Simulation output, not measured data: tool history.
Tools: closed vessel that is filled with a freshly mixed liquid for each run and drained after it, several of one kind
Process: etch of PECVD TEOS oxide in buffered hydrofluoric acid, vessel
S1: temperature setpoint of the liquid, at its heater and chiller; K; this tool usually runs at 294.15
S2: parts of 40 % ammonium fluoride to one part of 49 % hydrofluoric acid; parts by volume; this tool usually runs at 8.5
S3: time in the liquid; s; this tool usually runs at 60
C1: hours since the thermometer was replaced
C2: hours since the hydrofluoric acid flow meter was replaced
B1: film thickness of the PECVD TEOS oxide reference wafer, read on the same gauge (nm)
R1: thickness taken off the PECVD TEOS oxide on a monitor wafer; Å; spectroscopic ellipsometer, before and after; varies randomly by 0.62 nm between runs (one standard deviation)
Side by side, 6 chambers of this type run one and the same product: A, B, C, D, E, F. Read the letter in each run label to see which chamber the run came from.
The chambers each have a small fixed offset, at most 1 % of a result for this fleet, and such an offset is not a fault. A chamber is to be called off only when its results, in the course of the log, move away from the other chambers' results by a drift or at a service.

Run 1E, hour 3.7: usual settings; C1 1157.9; C2 70.4; B1 30.008. Result: R1 923.3 Å.
Run 2A, hour 9.1: usual settings; C1 756.2; C2 566.8; B1 30. Result: R1 930.85 Å.
Run 3B, hour 14.5: usual settings; C1 951.5; C2 693.9; B1 30.006. Result: R1 920.79 Å.
At hour 14.7: chamber E: thermometer replaced.
Run 4D, hour 20: usual settings; C1 194.3; C2 334.1; B1 29.982. Result: R1 934.12 Å.
Run 5C, hour 24.2: usual settings; C1 556.9; C2 146.7; B1 30.003. Result: R1 928.87 Å.
Run 6F, hour 27.8: usual settings; C1 70.6; C2 421.9; B1 29.994. Result: R1 933.17 Å.
At hour 32.5: chamber B: hydrofluoric acid flow meter replaced.
Run 7D, hour 32.6: usual settings; C1 206.9; C2 346.7; B1 30.006. Result: R1 929.56 Å.
Run 8E, hour 35.7: usual settings; C1 21; C2 102.4; B1 30.003. Result: R1 930.56 Å.
Run 9A, hour 40.3: usual settings; C1 787.4; C2 598; B1 30.009. Result: R1 916.09 Å.
Run 10F, hour 44.6: usual settings; C1 87.4; C2 438.7; B1 29.985. Result: R1 934.47 Å.
Run 11B, hour 47.9: usual settings but S1 290.15 K; C1 984.9; C2 15.5; B1 29.99. Result: R1 723.87 Å.
Run 12C, hour 53: usual settings but S1 290.15 K; C1 585.7; C2 175.5; B1 29.967. Result: R1 745.14 Å.
Run 13C, hour 57.1: usual settings but S1 290.15 K; C1 589.8; C2 179.6; B1 29.981. Result: R1 743.44 Å.
Run 14A, hour 61.8: usual settings but S1 290.15 K; C1 808.9; C2 619.5; B1 29.99. Result: R1 731.24 Å.
Run 15B, hour 64.5: usual settings but S1 290.15 K; C1 1001.5; C2 32.1; B1 30.02. Result: R1 740.64 Å.
At hour 67: chamber C: thermometer replaced.
Run 16E, hour 67.5: usual settings but S1 290.15 K; C1 52.8; C2 134.2; B1 29.995. Result: R1 738.15 Å.
Run 17F, hour 71.1: usual settings but S1 297.65 K; C1 113.9; C2 465.2; B1 29.994. Result: R1 1114.4 Å.
At hour 74.1: chamber B: thermometer replaced.
Run 18D, hour 75.5: usual settings but S1 297.65 K; C1 249.8; C2 389.6; B1 30.02. Result: R1 1120.8 Å.
Run 19C, hour 79.9: usual settings but S1 297.65 K; C1 12.9; C2 202.4; B1 30.035. Result: R1 1131 Å.
Run 20E, hour 83.5: usual settings but S1 297.65 K; C1 68.8; C2 150.2; B1 29.976. Result: R1 1129.7 Å.
Run 21A, hour 86.7: usual settings but S1 297.65 K; C1 833.8; C2 644.4; B1 30.017. Result: R1 1102.8 Å.
Run 22B, hour 90.7: usual settings but S1 297.65 K; C1 16.6; C2 58.3; B1 30.043. Result: R1 1111.3 Å.
Run 23F, hour 94.3: usual settings; C1 137.1; C2 488.4; B1 29.969. Result: R1 936.59 Å.
Run 24D, hour 97.1: usual settings; C1 271.4; C2 411.2; B1 30.002. Result: R1 923.28 Å.
Run 25E, hour 102.5: usual settings but S1 298.65 K; C1 87.8; C2 169.2; B1 30.012. Result: R1 1182 Å.
Run 26D, hour 108.1: usual settings but S1 298.65 K; C1 282.4; C2 422.2; B1 29.991. Result: R1 1183.9 Å.
Run 27B, hour 113.5: usual settings but S1 298.65 K; C1 39.4; C2 81.1; B1 29.984. Result: R1 1166.4 Å.
Run 28F, hour 117.2: usual settings but S1 298.65 K; C1 160; C2 511.3; B1 29.992. Result: R1 1190.1 Å.
Run 29C, hour 120.6: usual settings but S1 298.65 K; C1 53.6; C2 243.1; B1 30.016. Result: R1 1201.3 Å.
Run 30A, hour 123.5: usual settings but S1 298.65 K; C1 870.6; C2 681.2; B1 30.022. Result: R1 1178.3 Å.
Run 31C, hour 126.3: usual settings but S2 9.5 parts by volume, S3 85 s; C1 59.3; C2 248.8; B1 29.989. Result: R1 1208.3 Å.
Run 32A, hour 129.6: usual settings but S2 9.5 parts by volume, S3 85 s; C1 876.7; C2 687.3; B1 29.981. Result: R1 1183.4 Å.
Run 33F, hour 134.7: usual settings but S2 9.5 parts by volume, S3 85 s; C1 177.5; C2 528.8; B1 30. Result: R1 1195.3 Å.
Run 34B, hour 137.9: usual settings but S2 9.5 parts by volume, S3 85 s; C1 63.8; C2 105.5; B1 29.967. Result: R1 1177.7 Å.
Run 35E, hour 140.9: usual settings but S2 9.5 parts by volume, S3 85 s; C1 126.2; C2 207.6; B1 29.983. Result: R1 1175 Å.
Run 36D, hour 145.3: usual settings but S2 9.5 parts by volume, S3 85 s; C1 319.6; C2 459.4; B1 29.98. Result: R1 1195.9 Å.
Run 37C, hour 149.1: usual settings; C1 82.1; C2 271.6; B1 30.015. Result: R1 932.61 Å.
Run 38E, hour 154.4: usual settings; C1 139.7; C2 221.1; B1 29.995. Result: R1 923.02 Å.

Predict what each chamber gives when all 6 of them run the settings below next.
Run 39A, hour 158.4: usual settings. Result: R1 ?.
Run 39B, hour 158.4: usual settings. Result: R1 ?.
Run 39C, hour 158.4: usual settings. Result: R1 ?.
Run 39D, hour 158.4: usual settings. Result: R1 ?.
Run 39E, hour 158.4: usual settings. Result: R1 ?.
Run 39F, hour 158.4: usual settings. Result: R1 ?.

run      R1
39A  922.19
39B  921.12
39C  925.87
39D     934
39E   930.3
39F  922.97

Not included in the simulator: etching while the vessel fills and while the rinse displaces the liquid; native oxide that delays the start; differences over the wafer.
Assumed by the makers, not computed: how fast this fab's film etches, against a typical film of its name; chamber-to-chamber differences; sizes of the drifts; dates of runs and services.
